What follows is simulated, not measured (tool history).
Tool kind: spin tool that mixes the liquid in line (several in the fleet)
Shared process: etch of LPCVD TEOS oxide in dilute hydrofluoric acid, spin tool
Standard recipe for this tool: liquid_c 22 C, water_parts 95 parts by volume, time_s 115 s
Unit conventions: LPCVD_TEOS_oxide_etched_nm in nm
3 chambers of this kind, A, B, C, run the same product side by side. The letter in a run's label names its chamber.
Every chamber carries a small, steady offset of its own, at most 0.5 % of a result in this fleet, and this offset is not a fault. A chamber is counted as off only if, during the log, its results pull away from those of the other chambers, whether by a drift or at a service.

| run | hour | liquid_c | water_parts | time_s | hours since the thermometer was replaced | hours since the hydrofluoric acid flow meter was replaced | read-back film thickness of the LPCVD TEOS oxide reference wafer, read on the same gauge (nm) | LPCVD_TEOS_oxide_etched_nm |
|---|---|---|---|---|---|---|---|---|
| 1B | 7.8 | 22 | 95 | 115 | 90.6 | 372.5 | 39.972 | 19.063 |
| 2A | 16.7 | 22 | 95 | 115 | 865.9 | 825.6 | 40.018 | 18.866 |
| 3C | 22.1 | 22 | 95 | 115 | 1045.7 | 1466.8 | 39.994 | 18.899 |
|  | 25.5 | chamber A: hydrofluoric acid flow meter replaced |
| 4C | 29.9 | 22 | 95 | 115 | 1053.5 | 1474.6 | 39.971 | 18.521 |
| 5B | 36.4 | 22 | 95 | 115 | 119.2 | 401.1 | 39.992 | 19.046 |
| 6A | 45.3 | 22 | 95 | 115 | 894.5 | 19.8 | 40.005 | 18.842 |
| 7B | 52.3 | 22 | 45 | 115 | 135.1 | 417 | 39.994 | 42.506 |
| 8A | 56.7 | 22 | 45 | 115 | 905.9 | 31.2 | 39.97 | 43.29 |
| 9C | 65.1 | 22 | 45 | 115 | 1088.7 | 1509.8 | 39.979 | 42.114 |
| 10A | 71.4 | 22 | 95 | 115 | 920.6 | 45.9 | 39.996 | 18.958 |
| 11C | 80.2 | 26 | 95 | 115 | 1103.8 | 1524.9 | 39.939 | 22.224 |
| 12B | 89.4 | 26 | 95 | 115 | 172.2 | 454.1 | 40.013 | 22.145 |
| 13C | 97.4 | 26 | 95 | 115 | 1121 | 1542.1 | 39.989 | 21.915 |
| 14A | 106.5 | 22 | 130 | 115 | 955.7 | 81 | 39.991 | 12.959 |
| 15B | 110.7 | 22 | 130 | 115 | 193.5 | 475.4 | 39.957 | 13.525 |
| 16B | 117.7 | 22 | 130 | 115 | 200.5 | 482.4 | 39.972 | 13.446 |
| 17A | 124.7 | 22 | 95 | 115 | 973.9 | 99.2 | 40.06 | 18.444 |
| 18C | 132.8 | 22 | 95 | 115 | 1156.4 | 1577.5 | 40.014 | 18.781 |
| 19B | 142 | 22 | 95 | 115 | 224.8 | 506.7 | 40.037 | 18.8 |
| 20C | 150.6 | 22 | 95 | 115 | 1174.2 | 1595.3 | 40.015 | 18.867 |
| 21A | 159.2 | 22 | 95 | 115 | 1008.4 | 133.7 | 39.996 | 17.896 |
| 22B | 167.3 | 22 | 95 | 115 | 250.1 | 532 | 39.979 | 18.914 |
| 23C | 173.3 | 22 | 95 | 115 | 1196.9 | 1618 | 40.04 | 18.753 |
| 24A | 178.8 | 22 | 95 | 115 | 1028 | 153.3 | 39.96 | 17.59 |
| 25A | 184.8 | 22 | 95 | 115 | 1034 | 159.3 | 39.986 | 17.583 |
| 26C | 190.1 | 22 | 95 | 115 | 1213.7 | 1634.8 | 40 | 18.854 |
| 27B | 197.8 | 22 | 95 | 115 | 280.6 | 562.5 | 39.981 | 18.828 |
| 28A | 205.7 | 22 | 95 | 115 | 1054.9 | 180.2 | 39.99 | 17.509 |
| 29C | 214.8 | 22 | 95 | 115 | 1238.4 | 1659.5 | 40.008 | 18.754 |
| 30B | 218.9 | 22 | 95 | 115 | 301.7 | 583.6 | 40.011 | 19.186 |
| 31B | 225 | 22 | 95 | 115 | 307.8 | 589.7 | 40.041 | 18.747 |
| 32C | 231.6 | 19 | 125 | 115 | 1255.2 | 1676.3 | 40.013 | 12.274 |

Next, all 3 chambers run the settings below, one line each with question marks for the results. What does each chamber give?
| 33A | 238.4 | 20 | 95 | 115 |  |  |  | ? |
| 33B | 238.4 | 20 | 95 | 115 |  |  |  | ? |
| 33C | 238.4 | 20 | 95 | 115 |  |  |  | ? |

| run | LPCVD_TEOS_oxide_etched_nm |
|---|---|
| 33A | 15.921 |
| 33B | 17.6 |
| 33C | 17.448 |

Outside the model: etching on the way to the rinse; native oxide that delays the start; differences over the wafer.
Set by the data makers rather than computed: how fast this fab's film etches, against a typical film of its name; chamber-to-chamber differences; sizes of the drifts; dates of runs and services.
